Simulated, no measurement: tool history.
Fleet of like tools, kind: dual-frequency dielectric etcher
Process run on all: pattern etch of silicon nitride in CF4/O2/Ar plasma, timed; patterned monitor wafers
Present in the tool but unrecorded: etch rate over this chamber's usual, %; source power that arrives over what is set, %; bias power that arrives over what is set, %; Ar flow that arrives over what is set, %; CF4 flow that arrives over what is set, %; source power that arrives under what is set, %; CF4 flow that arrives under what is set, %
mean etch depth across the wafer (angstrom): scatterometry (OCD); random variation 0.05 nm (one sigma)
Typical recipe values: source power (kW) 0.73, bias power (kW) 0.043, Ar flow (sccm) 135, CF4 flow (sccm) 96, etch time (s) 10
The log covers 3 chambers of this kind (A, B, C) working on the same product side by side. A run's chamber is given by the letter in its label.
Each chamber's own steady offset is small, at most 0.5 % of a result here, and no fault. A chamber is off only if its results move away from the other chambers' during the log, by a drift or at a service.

| run | hour | source power (kW) | bias power (kW) | Ar flow (sccm) | CF4 flow (sccm) | etch time (s) | hours since the last wet clean | hours since the last source power generator calibration | hours since the last bias power generator calibration | hours since the last Ar flow controller change | hours since the last CF4 flow controller change | read-back reference wafer on the same gauge, depth_nm | mean etch depth across the wafer (angstrom) |
|---|---|---|---|---|---|---|---|---|---|---|---|---|---|
| 1C | 4.8 | 0.73 | 0.043 | 135 | 96 | 10 | 274.4 | 3667.3 | 1261.4 | 4142.5 | 4568 | 27.299 | 239.5 |
| 2B | 12.6 | 0.73 | 0.043 | 135 | 96 | 10 | 103.6 | 3801.1 | 3762.9 | 2105.7 | 625.6 | 27.295 | 238.01 |
| 3A | 19.3 | 0.73 | 0.043 | 135 | 96 | 10 | 138.2 | 1291.8 | 1914.5 | 3828.1 | 2954.9 | 27.298 | 237.61 |
| 4A | 26.9 | 0.73 | 0.043 | 135 | 96 | 10 | 145.8 | 1299.4 | 1922.1 | 3835.7 | 2962.5 | 27.292 | 238.1 |
| 5C | 32.2 | 0.73 | 0.043 | 113 | 78 | 10 | 301.8 | 3694.7 | 1288.8 | 4169.9 | 4595.4 | 27.303 | 237.47 |
| 6B | 37.9 | 0.73 | 0.043 | 113 | 78 | 10 | 128.9 | 3826.4 | 3788.2 | 2131 | 650.9 | 27.297 | 236.85 |
| 7B | 46.4 | 0.73 | 0.043 | 113 | 78 | 10 | 137.4 | 3834.9 | 3796.7 | 2139.5 | 659.4 | 27.3 | 237.23 |
| 8C | 52.2 | 0.73 | 0.043 | 135 | 96 | 10 | 321.8 | 3714.7 | 1308.8 | 4189.9 | 4615.4 | 27.299 | 238.63 |
| 9A | 60.7 | 0.73 | 0.043 | 135 | 96 | 10 | 179.6 | 1333.2 | 1955.9 | 3869.5 | 2996.3 | 27.295 | 238.97 |
| 10A | 65.9 | 0.73 | 0.043 | 135 | 96 | 10 | 184.8 | 1338.4 | 1961.1 | 3874.7 | 3001.5 | 27.304 | 238.97 |
| 11C | 71.9 | 0.73 | 0.043 | 135 | 96 | 10 | 341.5 | 3734.4 | 1328.5 | 4209.6 | 4635.1 | 27.317 | 238.82 |
| 12B | 78.2 | 0.73 | 0.043 | 135 | 96 | 10 | 169.2 | 3866.7 | 3828.5 | 2171.3 | 691.2 | 27.312 | 238.27 |
| 13C | 86 | 0.73 | 0.043 | 135 | 96 | 10 | 355.6 | 3748.5 | 1342.6 | 4223.7 | 4649.2 | 27.299 | 238 |
| 14B | 95.9 | 0.73 | 0.043 | 135 | 96 | 10 | 186.9 | 3884.4 | 3846.2 | 2189 | 708.9 | 27.307 | 238.71 |
|  | 103.4 | chamber B: source power generator calibrated |
|  | 103.7 | chamber C: wet clean of the chamber |
| 15A | 105.9 | 0.73 | 0.043 | 135 | 96 | 10 | 224.8 | 1378.4 | 2001.1 | 3914.7 | 3041.5 | 27.308 | 238.56 |
| 16A | 115.3 | 0.79 | 0.043 | 106 | 96 | 10 | 234.2 | 1387.8 | 2010.5 | 3924.1 | 3050.9 | 27.301 | 264.42 |
| 17B | 126.2 | 0.79 | 0.043 | 106 | 96 | 10 | 217.2 | 22.9 | 3876.5 | 2219.3 | 739.2 | 27.295 | 260.35 |
| 18C | 131.6 | 0.79 | 0.043 | 106 | 96 | 10 | 27.9 | 3794.1 | 1388.2 | 4269.3 | 4694.8 | 27.28 | 264.29 |
| 19B | 142.6 | 0.73 | 0.043 | 135 | 96 | 10 | 233.6 | 39.3 | 3892.9 | 2235.7 | 755.6 | 27.291 | 234.76 |
| 20A | 152.3 | 0.73 | 0.043 | 135 | 96 | 10 | 271.2 | 1424.8 | 2047.5 | 3961.1 | 3087.9 | 27.289 | 238.88 |
|  | 157.1 | chamber A: bias power generator calibrated |
| 21C | 159.7 | 0.73 | 0.043 | 135 | 96 | 10 | 56 | 3822.2 | 1416.3 | 4297.4 | 4722.9 | 27.293 | 238.92 |
| 22C | 168.1 | 0.73 | 0.043 | 135 | 96 | 10 | 64.4 | 3830.6 | 1424.7 | 4305.8 | 4731.3 | 27.307 | 238.87 |
| 23A | 175.3 | 0.73 | 0.043 | 135 | 96 | 10 | 294.2 | 1447.8 | 18.2 | 3984.1 | 3110.9 | 27.314 | 238.19 |
| 24B | 181.9 | 0.73 | 0.043 | 135 | 96 | 10 | 272.9 | 78.6 | 3932.2 | 2275 | 794.9 | 27.292 | 235.06 |
| 25C | 190.2 | 0.73 | 0.043 | 135 | 96 | 10 | 86.5 | 3852.7 | 1446.8 | 4327.9 | 4753.4 | 27.306 | 238.95 |
| 26B | 196.9 | 0.73 | 0.043 | 135 | 84 | 10 | 287.9 | 93.6 | 3947.2 | 2290 | 809.9 | 27.295 | 229.4 |
| 27A | 204.6 | 0.73 | 0.043 | 135 | 84 | 10 | 323.5 | 1477.1 | 47.5 | 4013.4 | 3140.2 | 27.307 | 232.69 |
| 28B | 214.6 | 0.73 | 0.043 | 135 | 84 | 10 | 305.6 | 111.3 | 3964.9 | 2307.7 | 827.6 | 27.299 | 229.52 |
|  | 216.7 | chamber C: Ar flow controller replaced |
| 29C | 225.4 | 0.73 | 0.043 | 135 | 96 | 10 | 121.7 | 3887.9 | 1482 | 8.7 | 4788.6 | 27.306 | 237.76 |
| 30A | 233.1 | 0.73 | 0.043 | 135 | 96 | 10 | 352 | 1505.6 | 76 | 4041.9 | 3168.7 | 27.296 | 238.71 |
| 31B | 238.1 | 0.73 | 0.043 | 135 | 96 | 10 | 329.1 | 134.8 | 3988.4 | 2331.2 | 851.1 | 27.299 | 233.78 |
| 32A | 248.3 | 0.85 | 0.035 | 135 | 96 | 10 | 367.2 | 1520.8 | 91.2 | 4057.1 | 3183.9 | 27.307 | 252.66 |
| 33C | 257.9 | 0.85 | 0.035 | 135 | 96 | 10 | 154.2 | 3920.4 | 1514.5 | 41.2 | 4821.1 | 27.304 | 252.61 |
| 34B | 263.6 | 0.85 | 0.035 | 135 | 96 | 10 | 354.6 | 160.3 | 4013.9 | 2356.7 | 876.6 | 27.294 | 248.16 |
| 35C | 273 | 0.73 | 0.043 | 135 | 96 | 10 | 169.3 | 3935.5 | 1529.6 | 56.3 | 4836.2 | 27.3 | 238.81 |
| 36A | 278.2 | 0.73 | 0.043 | 135 | 96 | 10 | 397.1 | 1550.7 | 121.1 | 4087 | 3213.8 | 27.309 | 238.16 |
| 37A | 286.8 | 0.73 | 0.043 | 135 | 96 | 10 | 405.7 | 1559.3 | 129.7 | 4095.6 | 3222.4 | 27.308 | 238.59 |
| 38B | 292.5 | 0.73 | 0.043 | 135 | 96 | 10 | 383.5 | 189.2 | 4042.8 | 2385.6 | 905.5 | 27.297 | 234.93 |
| 39C | 302.2 | 0.73 | 0.043 | 135 | 96 | 10 | 198.5 | 3964.7 | 1558.8 | 85.5 | 4865.4 | 27.275 | 239.4 |
| 40A | 309.8 | 0.73 | 0.043 | 135 | 96 | 10 | 428.7 | 1582.3 | 152.7 | 4118.6 | 3245.4 | 27.305 | 238.14 |
|  | 319.9 | chamber B: wet clean of the chamber |
| 41C | 320.3 | 0.73 | 0.043 | 135 | 96 | 10 | 216.6 | 3982.8 | 1576.9 | 103.6 | 4883.5 | 27.293 | 238.95 |
| 42B | 325.3 | 0.73 | 0.043 | 135 | 96 | 10 | 5.4 | 222 | 4075.6 | 2418.4 | 938.3 | 27.304 | 234.22 |

One chamber off, gauge drift, or nothing amiss beyond the chambers' own small offsets? If it is a chamber, which one, and what is the likeliest cause?

A service left chamber B off against the others.
Likeliest cause: source power that arrives under what is set, % = 1.72.

Below are 4 candidate recipes for chamber B's next run, each the usual settings with a change, their results shown as question marks. Which of them brings B's results back in line with what the other chambers give on the usual settings?
In line means no further than this from the other chambers' mean on the usual settings: mean etch depth across the wafer (angstrom) 1.9
| 43B-1 | 333.3 | 0.73 | 0.043 | 135 | 94 | 10 |  |  |  |  |  |  | ? |
| 43B-2 | 333.3 | 0.73 | 0.043 | 127 | 102 | 10 |  |  |  |  |  |  | ? |
| 43B-3 | 333.3 | 0.73 | 0.041 | 137 | 96 | 10 |  |  |  |  |  |  | ? |
| 43B-4 | 333.3 | 0.73 | 0.043 | 132 | 96 | 10 |  |  |  |  |  |  | ? |

Other chambers, usual settings, mean: mean etch depth across the wafer (angstrom) 238.68
| run | mean etch depth across the wafer (angstrom) |
|---|---|
| 43B-1 | 233.51 |
| 43B-2 | 238.57 |
| 43B-3 | 229.69 |
| 43B-4 | 235.07 |
It is 43B-2 that realigns the chamber with its peers.
